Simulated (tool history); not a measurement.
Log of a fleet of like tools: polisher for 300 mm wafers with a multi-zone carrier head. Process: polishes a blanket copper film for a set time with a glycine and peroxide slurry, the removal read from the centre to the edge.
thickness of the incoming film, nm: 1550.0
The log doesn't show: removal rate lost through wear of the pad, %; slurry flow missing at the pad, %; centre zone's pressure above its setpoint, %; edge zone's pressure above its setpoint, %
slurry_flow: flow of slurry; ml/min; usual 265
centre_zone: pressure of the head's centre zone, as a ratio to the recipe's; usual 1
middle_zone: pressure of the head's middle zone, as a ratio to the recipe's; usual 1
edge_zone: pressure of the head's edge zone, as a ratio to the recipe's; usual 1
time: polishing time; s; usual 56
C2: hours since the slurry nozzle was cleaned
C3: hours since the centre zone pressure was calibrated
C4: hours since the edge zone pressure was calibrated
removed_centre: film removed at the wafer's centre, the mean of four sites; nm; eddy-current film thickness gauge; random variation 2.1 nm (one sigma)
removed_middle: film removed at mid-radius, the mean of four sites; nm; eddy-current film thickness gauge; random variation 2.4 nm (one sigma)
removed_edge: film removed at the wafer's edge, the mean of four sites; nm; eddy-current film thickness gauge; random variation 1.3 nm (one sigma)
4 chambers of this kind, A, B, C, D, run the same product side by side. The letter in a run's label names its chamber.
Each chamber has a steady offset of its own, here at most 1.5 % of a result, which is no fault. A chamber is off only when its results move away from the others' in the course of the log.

{"run": "1A", "day": 0.417, "slurry_flow": 265, "centre_zone": 1, "middle_zone": 1, "edge_zone": 1, "time": 56, "wafers polished on this pad": 231, "C2": 421.4, "C3": 17.7, "C4": 194.2, "removed_centre": 193.47, "removed_middle": 189.9, "removed_edge": 190.78}
{"run": "2C", "day": 0.888, "slurry_flow": 265, "centre_zone": 1, "middle_zone": 1, "edge_zone": 1, "time": 56, "wafers polished on this pad": 1244, "C2": 37.3, "C3": 691, "C4": 1168.8, "removed_centre": 189.02, "removed_middle": 189.71, "removed_edge": 189.62}
{"run": "3B", "day": 1.279, "slurry_flow": 265, "centre_zone": 1, "middle_zone": 1, "edge_zone": 1, "time": 56, "wafers polished on this pad": 1166, "C2": 58.4, "C3": 125.5, "C4": 417.9, "removed_centre": 190.37, "removed_middle": 188.67, "removed_edge": 189.81}
{"day": 1.342, "done": "chamber C: worn pad replaced by a new one"}
{"run": "4D", "day": 1.633, "slurry_flow": 265, "centre_zone": 1, "middle_zone": 1, "edge_zone": 1, "time": 56, "wafers polished on this pad": 633, "C2": 244.3, "C3": 186.1, "C4": 144.1, "removed_centre": 188.48, "removed_middle": 184.99, "removed_edge": 189.23}
{"run": "5B", "day": 1.954, "slurry_flow": 265, "centre_zone": 1, "middle_zone": 1, "edge_zone": 1, "time": 56, "wafers polished on this pad": 1280, "C2": 74.6, "C3": 141.7, "C4": 434.1, "removed_centre": 192.88, "removed_middle": 185.87, "removed_edge": 192.83}
{"day": 2.354, "done": "chamber B: worn pad replaced by a new one"}
{"run": "6A", "day": 2.383, "slurry_flow": 265, "centre_zone": 1, "middle_zone": 1, "edge_zone": 1.09, "time": 43, "wafers polished on this pad": 564, "C2": 468.6, "C3": 64.9, "C4": 241.4, "removed_centre": 147.91, "removed_middle": 147.91, "removed_edge": 156.16}
{"run": "7D", "day": 2.662, "slurry_flow": 265, "centre_zone": 1, "middle_zone": 1, "edge_zone": 1.09, "time": 43, "wafers polished on this pad": 808, "C2": 269, "C3": 210.8, "C4": 168.8, "removed_centre": 146.86, "removed_middle": 141.72, "removed_edge": 152.96}
{"run": "8C", "day": 2.946, "slurry_flow": 265, "centre_zone": 1, "middle_zone": 1, "edge_zone": 1.09, "time": 43, "wafers polished on this pad": 271, "C2": 86.7, "C3": 740.4, "C4": 1218.2, "removed_centre": 144.52, "removed_middle": 145.9, "removed_edge": 152.75}
{"run": "9A", "day": 3.421, "slurry_flow": 265, "centre_zone": 1, "middle_zone": 1, "edge_zone": 1.09, "time": 43, "wafers polished on this pad": 740, "C2": 493.5, "C3": 89.8, "C4": 266.3, "removed_centre": 150.71, "removed_middle": 145.26, "removed_edge": 154.15}
{"run": "10D", "day": 3.896, "slurry_flow": 265, "centre_zone": 1, "middle_zone": 1, "edge_zone": 1, "time": 56, "wafers polished on this pad": 1016, "C2": 298.6, "C3": 240.4, "C4": 198.4, "removed_centre": 186.14, "removed_middle": 187.43, "removed_edge": 186.02}
{"run": "11C", "day": 4.45, "slurry_flow": 265, "centre_zone": 1, "middle_zone": 1, "edge_zone": 1, "time": 56, "wafers polished on this pad": 526, "C2": 122.8, "C3": 776.5, "C4": 1254.3, "removed_centre": 193.64, "removed_middle": 192.29, "removed_edge": 189.43}
{"day": 4.512, "done": "chamber D: slurry nozzle cleaned"}
{"run": "12B", "day": 4.712, "slurry_flow": 265, "centre_zone": 1.06, "middle_zone": 0.95, "edge_zone": 1, "time": 56, "wafers polished on this pad": 399, "C2": 140.8, "C3": 207.9, "C4": 500.3, "removed_centre": 201.66, "removed_middle": 181.82, "removed_edge": 191}
{"run": "13B", "day": 5.0, "slurry_flow": 265, "centre_zone": 1.06, "middle_zone": 0.95, "edge_zone": 1, "time": 56, "wafers polished on this pad": 448, "C2": 147.7, "C3": 214.8, "C4": 507.2, "removed_centre": 206.03, "removed_middle": 179.6, "removed_edge": 189.79}
{"day": 5.321, "done": "chamber A: slurry nozzle cleaned"}
{"run": "14A", "day": 5.371, "slurry_flow": 265, "centre_zone": 1.06, "middle_zone": 0.95, "edge_zone": 1, "time": 56, "wafers polished on this pad": 1070, "C2": 1.3, "C3": 136.6, "C4": 313.1, "removed_centre": 207.72, "removed_middle": 183.7, "removed_edge": 192.21}
{"run": "15C", "day": 5.879, "slurry_flow": 265, "centre_zone": 1.06, "middle_zone": 0.95, "edge_zone": 1, "time": 56, "wafers polished on this pad": 768, "C2": 157.1, "C3": 810.8, "C4": 1288.6, "removed_centre": 202.84, "removed_middle": 179.7, "removed_edge": 191.3}
{"run": "16D", "day": 6.162, "slurry_flow": 265, "centre_zone": 1, "middle_zone": 1, "edge_zone": 1, "time": 56, "wafers polished on this pad": 1400, "C2": 39.7, "C3": 294.8, "C4": 252.8, "removed_centre": 183.07, "removed_middle": 187.49, "removed_edge": 185.96}
{"run": "17B", "day": 6.438, "slurry_flow": 350, "centre_zone": 0.91, "middle_zone": 1, "edge_zone": 1, "time": 56, "wafers polished on this pad": 691, "C2": 182.2, "C3": 249.3, "C4": 541.7, "removed_centre": 177.54, "removed_middle": 193.36, "removed_edge": 194.43}
{"day": 6.483, "done": "chamber A: edge zone pressure recalibrated"}
{"day": 6.712, "done": "chamber C: edge zone pressure recalibrated"}
{"day": 6.871, "done": "chamber A: worn pad replaced by a new one"}
{"run": "18A", "day": 6.954, "slurry_flow": 350, "centre_zone": 0.91, "middle_zone": 1, "edge_zone": 1, "time": 56, "wafers polished on this pad": 14, "C2": 39.3, "C3": 174.6, "C4": 11.3, "removed_centre": 178.17, "removed_middle": 197.37, "removed_edge": 194.96}
{"run": "19C", "day": 7.35, "slurry_flow": 350, "centre_zone": 0.91, "middle_zone": 1, "edge_zone": 1, "time": 56, "wafers polished on this pad": 1017, "C2": 192.4, "C3": 846.1, "C4": 15.3, "removed_centre": 177.78, "removed_middle": 198.66, "removed_edge": 195.2}
{"run": "20D", "day": 7.633, "slurry_flow": 350, "centre_zone": 0.91, "middle_zone": 1, "edge_zone": 1, "time": 56, "wafers polished on this pad": 1649, "C2": 75, "C3": 330.1, "C4": 288.1, "removed_centre": 166.62, "removed_middle": 186.83, "removed_edge": 185.32}
{"run": "21A", "day": 8.125, "slurry_flow": 265, "centre_zone": 1, "middle_zone": 1, "edge_zone": 1, "time": 56, "wafers polished on this pad": 212, "C2": 67.4, "C3": 202.7, "C4": 39.4, "removed_centre": 196.59, "removed_middle": 191.87, "removed_edge": 194.76}
{"run": "22C", "day": 8.488, "slurry_flow": 265, "centre_zone": 1, "middle_zone": 1, "edge_zone": 1, "time": 56, "wafers polished on this pad": 1209, "C2": 219.7, "C3": 873.4, "C4": 42.6, "removed_centre": 190.56, "removed_middle": 194.27, "removed_edge": 190.74}
{"day": 8.788, "done": "chamber C: worn pad replaced by a new one"}
{"run": "23B", "day": 8.983, "slurry_flow": 265, "centre_zone": 1, "middle_zone": 1, "edge_zone": 1, "time": 56, "wafers polished on this pad": 1122, "C2": 243.3, "C3": 310.4, "C4": 602.8, "removed_centre": 194.17, "removed_middle": 191.84, "removed_edge": 189.68}
{"day": 9.408, "done": "chamber B: slurry nozzle cleaned"}
{"run": "24D", "day": 9.425, "slurry_flow": 265, "centre_zone": 1, "middle_zone": 1, "edge_zone": 1, "time": 56, "wafers polished on this pad": 1952, "C2": 118, "C3": 373.1, "C4": 331.1, "removed_centre": 183.84, "removed_middle": 178.11, "removed_edge": 178.96}
{"day": 9.512, "done": "chamber C: slurry nozzle cleaned"}
{"run": "25B", "day": 9.821, "slurry_flow": 265, "centre_zone": 1, "middle_zone": 1, "edge_zone": 1, "time": 56, "wafers polished on this pad": 1264, "C2": 10, "C3": 330.5, "C4": 622.9, "removed_centre": 190.24, "removed_middle": 192.06, "removed_edge": 189.25}
{"run": "26A", "day": 10.283, "slurry_flow": 265, "centre_zone": 1, "middle_zone": 1, "edge_zone": 0.91, "time": 56, "wafers polished on this pad": 577, "C2": 119.2, "C3": 254.5, "C4": 91.2, "removed_centre": 193.73, "removed_middle": 188.7, "removed_edge": 182.26}
{"run": "27C", "day": 10.529, "slurry_flow": 265, "centre_zone": 1, "middle_zone": 1, "edge_zone": 0.91, "time": 56, "wafers polished on this pad": 295, "C2": 24.4, "C3": 922.4, "C4": 91.6, "removed_centre": 188.01, "removed_middle": 194.99, "removed_edge": 180.98}
{"day": 10.938, "done": "chamber C: centre zone pressure recalibrated"}
{"run": "28D", "day": 11.058, "slurry_flow": 265, "centre_zone": 1, "middle_zone": 1, "edge_zone": 0.91, "time": 56, "wafers polished on this pad": 2229, "C2": 157.2, "C3": 412.3, "C4": 370.3, "removed_centre": 178.74, "removed_middle": 179.77, "removed_edge": 168.61}
{"run": "29D", "day": 11.375, "slurry_flow": 265, "centre_zone": 1, "middle_zone": 1, "edge_zone": 0.91, "time": 56, "wafers polished on this pad": 2282, "C2": 164.8, "C3": 419.9, "C4": 377.9, "removed_centre": 177.28, "removed_middle": 178.92, "removed_edge": 166.77}
{"day": 11.588, "done": "chamber B: worn pad replaced by a new one"}
{"run": "30C", "day": 11.658, "slurry_flow": 265, "centre_zone": 1, "middle_zone": 1, "edge_zone": 1, "time": 56, "wafers polished on this pad": 486, "C2": 51.5, "C3": 17.4, "C4": 118.7, "removed_centre": 189.01, "removed_middle": 192.58, "removed_edge": 192.95}
{"run": "31A", "day": 12.129, "slurry_flow": 265, "centre_zone": 1, "middle_zone": 1, "edge_zone": 1, "time": 56, "wafers polished on this pad": 890, "C2": 163.5, "C3": 298.8, "C4": 135.5, "removed_centre": 194.47, "removed_middle": 193.85, "removed_edge": 191.77}
{"run": "32B", "day": 12.667, "slurry_flow": 265, "centre_zone": 1, "middle_zone": 1, "edge_zone": 1, "time": 56, "wafers polished on this pad": 182, "C2": 78.3, "C3": 398.8, "C4": 691.2, "removed_centre": 191.61, "removed_middle": 191.35, "removed_edge": 192.07}
{"run": "33C", "day": 13.054, "slurry_flow": 265, "centre_zone": 1, "middle_zone": 1, "edge_zone": 1, "time": 56, "wafers polished on this pad": 722, "C2": 85, "C3": 50.9, "C4": 152.2, "removed_centre": 191.87, "removed_middle": 191.51, "removed_edge": 190.14}

All 4 chambers run these settings next. Forecast each chamber's results:
{"run": "34A", "day": 13.458, "slurry_flow": 265, "centre_zone": 1, "middle_zone": 1.06, "edge_zone": 1, "time": 56, "removed_centre": "?", "removed_middle": "?", "removed_edge": "?"}
{"run": "34B", "day": 13.458, "slurry_flow": 265, "centre_zone": 1, "middle_zone": 1.06, "edge_zone": 1, "time": 56, "removed_centre": "?", "removed_middle": "?", "removed_edge": "?"}
{"run": "34C", "day": 13.458, "slurry_flow": 265, "centre_zone": 1, "middle_zone": 1.06, "edge_zone": 1, "time": 56, "removed_centre": "?", "removed_middle": "?", "removed_edge": "?"}
{"run": "34D", "day": 13.458, "slurry_flow": 265, "centre_zone": 1, "middle_zone": 1.06, "edge_zone": 1, "time": 56, "removed_centre": "?", "removed_middle": "?", "removed_edge": "?"}

run=34A removed_centre=194.13 removed_middle=203.32 removed_edge=191.78
run=34B removed_centre=193.14 removed_middle=197.73 removed_edge=190.81
run=34C removed_centre=192 removed_middle=203.87 removed_edge=190.74
run=34D removed_centre=171.94 removed_middle=178.9 removed_edge=174.31

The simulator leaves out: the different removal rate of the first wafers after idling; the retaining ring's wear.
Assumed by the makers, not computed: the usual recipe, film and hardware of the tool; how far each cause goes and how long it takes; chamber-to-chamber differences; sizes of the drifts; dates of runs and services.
